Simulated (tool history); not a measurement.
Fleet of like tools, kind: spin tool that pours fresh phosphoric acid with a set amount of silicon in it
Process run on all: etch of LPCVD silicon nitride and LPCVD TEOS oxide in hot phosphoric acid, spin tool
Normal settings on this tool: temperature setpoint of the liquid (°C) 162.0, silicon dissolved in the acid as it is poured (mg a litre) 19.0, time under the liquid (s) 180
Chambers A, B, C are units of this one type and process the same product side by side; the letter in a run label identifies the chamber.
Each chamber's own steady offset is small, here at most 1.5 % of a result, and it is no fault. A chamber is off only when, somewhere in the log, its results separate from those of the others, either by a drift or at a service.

run,hour,temperature setpoint of the liquid (°C),silicon dissolved in the acid as it is poured (mg a litre),time under the liquid (s),hours since the thermometer was replaced,hours since the dissolved silicon flow meter was replaced,hours since the heated supply line was repaired,"read-back film thickness of the LPCVD silicon nitride reference wafer, read on the same gauge (nm)","read-back film thickness of the LPCVD TEOS oxide reference wafer, read on the same gauge (nm)",thickness taken off the LPCVD silicon nitride on a monitor wafer (angstrom),thickness taken off the LPCVD TEOS oxide on a monitor wafer (angstrom)
# hour 6.1: chamber B: thermometer replaced
1C,7.5,162.0,19.0,180,1281.3,320.3,173.4,130.02,60.019,162.81,9.1156
2B,15.0,162.0,19.0,180,8.9,452.7,766.3,130.00,60.002,163.35,8.7869
3A,23.7,162.0,19.0,180,512.4,468.7,2087.8,130.00,60.032,160.07,8.9406
4B,37.0,162.0,19.0,180,30.9,474.7,788.3,129.98,59.985,162.34,9.3420
# hour 37.8: chamber C: thermometer replaced
# hour 47.0: chamber A: dissolved silicon flow meter replaced
5A,49.2,162.0,19.0,180,537.9,2.2,2113.3,129.99,59.978,163.57,9.2931
6C,55.5,162.0,5.0,180,17.8,368.3,221.4,129.99,59.950,158.72,12.6320
7C,68.8,162.0,5.0,180,31.1,381.6,234.7,130.00,59.985,162.19,11.9620
8B,75.7,162.0,5.0,180,69.6,513.4,827.0,130.00,60.013,160.70,12.0060
9A,86.9,160.0,13.5,180,575.6,39.9,2151.0,130.01,60.035,152.56,9.2304
10C,94.4,160.0,13.5,180,56.7,407.2,260.3,130.02,60.010,150.84,9.0222
11B,103.1,160.0,13.5,180,97.0,540.8,854.4,130.01,59.939,151.31,8.7169
# hour 104.0: chamber B: dissolved silicon flow meter replaced
12A,111.7,162.0,19.0,180,600.4,64.7,2175.8,130.04,60.032,164.25,9.2418
13A,119.4,162.0,19.0,125,608.1,72.4,2183.5,129.95,59.971,113.56,6.6911
14C,128.0,162.0,19.0,125,90.3,440.8,293.9,129.99,59.995,112.23,6.0747
15B,142.7,162.0,19.0,125,136.6,38.8,894.0,129.94,59.995,113.48,6.4465
16A,149.9,162.0,19.0,180,638.6,102.9,2214.0,130.05,59.970,167.60,9.3895
17B,160.2,162.0,19.0,180,154.1,56.3,911.5,130.05,59.977,161.73,9.0037
18C,170.4,162.0,19.0,180,132.7,483.2,336.3,130.00,60.012,162.52,9.0958
19C,179.7,162.0,19.0,180,142.0,492.5,345.6,130.01,60.003,160.31,8.9732
20A,188.8,162.0,19.0,180,677.5,141.8,2252.9,129.95,59.969,167.76,9.5741
21B,201.2,162.0,19.0,180,195.1,97.3,952.5,130.00,59.980,161.08,9.2431
22C,211.0,162.0,19.0,180,173.3,523.8,376.9,129.98,59.953,162.19,9.3770
23B,221.4,162.0,19.0,180,215.3,117.5,972.7,129.98,60.029,159.43,9.1942
# hour 225.8: chamber A: heated supply line repaired
24A,229.7,162.0,19.0,180,718.4,182.7,4.0,130.02,59.964,167.50,9.9244
25B,236.3,161.0,12.0,180,230.2,132.4,987.6,130.00,59.994,157.93,9.8583
26A,244.7,161.0,12.0,180,733.4,197.7,19.0,130.03,59.989,164.71,10.6950
27C,252.0,161.0,12.0,180,214.3,564.8,417.9,129.97,59.959,155.92,10.0620
28B,264.6,162.0,19.0,180,258.5,160.7,1015.9,130.00,60.007,162.70,8.7533
29A,278.4,163.5,19.0,180,767.1,231.4,52.7,129.96,60.043,179.89,11.2920
30C,287.1,163.5,19.0,180,249.4,599.9,453.0,130.01,60.036,166.40,9.8339
31B,300.3,163.5,19.0,180,294.2,196.4,1051.6,130.00,60.001,170.35,10.2920
32C,312.8,162.0,19.0,180,275.1,625.6,478.7,129.98,60.004,158.46,8.7182
33A,320.5,162.0,19.0,180,809.2,273.5,94.8,130.00,59.990,171.17,10.3780
34C,332.7,162.0,19.0,180,295.0,645.5,498.6,129.99,59.952,160.83,8.9288
35B,346.0,162.0,19.0,180,339.9,242.1,1097.3,130.04,60.012,160.79,9.0968
36A,353.3,162.0,5.5,135,842.0,306.3,127.6,130.02,60.053,128.63,10.3810
37C,364.4,162.0,5.5,135,326.7,677.2,530.3,130.02,59.997,121.64,9.0485

Has any chamber moved away from the others, gradually or after a service, or does the common gauge drift, or do the chambers differ only by their own small steady offsets? State the chamber and the most likely cause if one applies.

Chamber A drifts away from the others.
Most likely cause: liquid hotter than its thermometer reads (K) = 1.81.

Below are 4 candidate recipes for chamber A's next run, each the usual settings with a change, their results shown as question marks. Which of them brings A's results back in line with what the other chambers give on the usual settings?
In line here means within this much of the mean the other chambers give on the usual settings: thickness taken off the LPCVD silicon nitride on a monitor wafer (angstrom) 4.30; thickness taken off the LPCVD TEOS oxide on a monitor wafer (angstrom) 0.7800
38A-1,375.0,162.5,14.0,200,,,,,,?,?
38A-2,375.0,162.0,22.0,170,,,,,,?,?
38A-3,375.0,162.5,15.5,190,,,,,,?,?
38A-4,375.0,161.5,23.5,165,,,,,,?,?

The mean the other chambers reach with the usual settings: thickness taken off the LPCVD silicon nitride on a monitor wafer (angstrom) 161.26; thickness taken off the LPCVD TEOS oxide on a monitor wafer (angstrom) 8.9758
run,thickness taken off the LPCVD silicon nitride on a monitor wafer (angstrom),thickness taken off the LPCVD TEOS oxide on a monitor wafer (angstrom)
38A-1,194.88,13.9260
38A-2,162.89,9.1807
38A-3,185.14,12.7460
38A-4,155.51,8.2012
38A-2 brings the chamber back in line.

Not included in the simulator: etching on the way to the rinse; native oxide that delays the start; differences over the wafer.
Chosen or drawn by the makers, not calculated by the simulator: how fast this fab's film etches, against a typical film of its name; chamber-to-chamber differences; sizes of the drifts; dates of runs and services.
